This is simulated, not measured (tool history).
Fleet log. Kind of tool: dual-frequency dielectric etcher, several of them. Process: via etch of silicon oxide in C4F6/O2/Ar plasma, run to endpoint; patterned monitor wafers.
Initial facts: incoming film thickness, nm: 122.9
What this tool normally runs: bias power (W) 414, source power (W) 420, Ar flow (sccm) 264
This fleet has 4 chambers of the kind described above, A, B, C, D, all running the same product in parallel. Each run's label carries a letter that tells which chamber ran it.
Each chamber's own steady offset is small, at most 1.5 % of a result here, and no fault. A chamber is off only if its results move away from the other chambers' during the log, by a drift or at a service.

run	hour	bias power (W)	source power (W)	Ar flow (sccm)	hours since the last wet clean	hours since the last bias power generator calibration	hours since the last source power generator calibration	hours since the last Ar flow controller change	endpoint time (s)
1C	4.4	414	420	264	225.2	1025.6	1018.3	2173.4	28.535
2A	11.6	414	420	264	128.6	2028.0	1617.5	707.1	28.143
3B	15.0	414	420	264	74.5	1011.8	1154.0	3033.4	28.073
4D	22.5	414	420	264	418.2	1500.7	1211.3	864.8	27.974
5A	26.1	414	420	264	143.1	2042.5	1632.0	721.6	28.058
6D	32.3	414	420	264	428.0	1510.5	1221.1	874.6	28.144
7B	36.4	414	420	264	95.9	1033.2	1175.4	3054.8	27.873
8C	40.3	414	420	264	261.1	1061.5	1054.2	2209.3	28.464
9D	44.7	414	420	264	440.4	1522.9	1233.5	887.0	28.105
10A	52.1	414	420	264	169.1	2068.5	1658.0	747.6	28.284
11B	57.1	414	420	264	116.6	1053.9	1196.1	3075.5	27.977
12C	62.9	414	420	264	283.7	1084.1	1076.8	2231.9	28.474
13D	68.8	414	420	264	464.5	1547.0	1257.6	911.1	27.947
14C	74.8	414	420	292	295.6	1096.0	1088.7	2243.8	28.776
15A	81.5	414	420	292	198.5	2097.9	1687.4	777.0	28.255
16B	85.4	414	420	292	144.9	1082.2	1224.4	3103.8	28.209
17A	90.5	414	420	292	207.5	2106.9	1696.4	786.0	28.495
18B	96.0	414	420	212	155.5	1092.8	1235.0	3114.4	27.331
19D	101.4	414	420	212	497.1	1579.6	1290.2	943.7	27.163
20C	108.6	414	420	212	329.4	1129.8	1122.5	2277.6	27.764
21B	114.1	414	420	212	173.6	1110.9	1253.1	3132.5	27.326
# hour 116.4: chamber D: wet clean of the chamber
22D	121.3	414	420	264	5.0	1599.5	1310.1	963.6	27.983
23A	127.6	414	420	264	244.6	2144.0	1733.5	823.1	27.746
24C	134.7	414	420	264	355.5	1155.9	1148.6	2303.7	28.514
25C	142.0	414	420	264	362.8	1163.2	1155.9	2311.0	28.319
# hour 144.3: chamber C: wet clean of the chamber
26B	148.2	414	420	264	207.7	1145.0	1287.2	3166.6	27.877
27D	154.5	414	420	264	38.2	1632.7	1343.3	996.8	28.092
28A	158.2	414	420	264	275.2	2174.6	1764.1	853.7	27.507
29B	162.7	414	420	264	222.2	1159.5	1301.7	3181.1	27.934
30C	167.9	414	420	313	23.7	1189.1	1181.8	2336.9	29.022
31A	172.4	414	420	313	289.4	2188.8	1778.3	867.9	28.046
32D	178.6	414	420	313	62.3	1656.8	1367.4	1020.9	28.707
33C	186.4	414	420	313	42.2	1207.6	1200.3	2355.4	29.051
34D	191.1	414	420	264	74.8	1669.3	1379.9	1033.4	28.019
35B	196.7	414	420	264	256.2	1193.5	1335.7	3215.1	27.852
36A	201.5	414	420	264	318.5	2217.9	1807.4	897.0	27.143
37C	208.6	326	420	287	64.4	1229.8	1222.5	2377.6	31.216
38A	214.5	326	420	287	331.5	2230.9	1820.4	910.0	29.663
39B	218.4	326	420	287	277.9	1215.2	1357.4	3236.8	30.729
40D	225.9	326	420	287	109.6	1704.1	1414.7	1068.2	30.811
41C	229.8	414	420	264	85.6	1251.0	1243.7	2398.8	28.351

Next, every chamber runs the same settings. What will each give?
42A	235.4	414	420	235					?
42B	235.4	414	420	235					?
42C	235.4	414	420	235					?
42D	235.4	414	420	235					?

run	endpoint time (s)
42A	26.504
42B	27.587
42C	28.043
42D	27.518
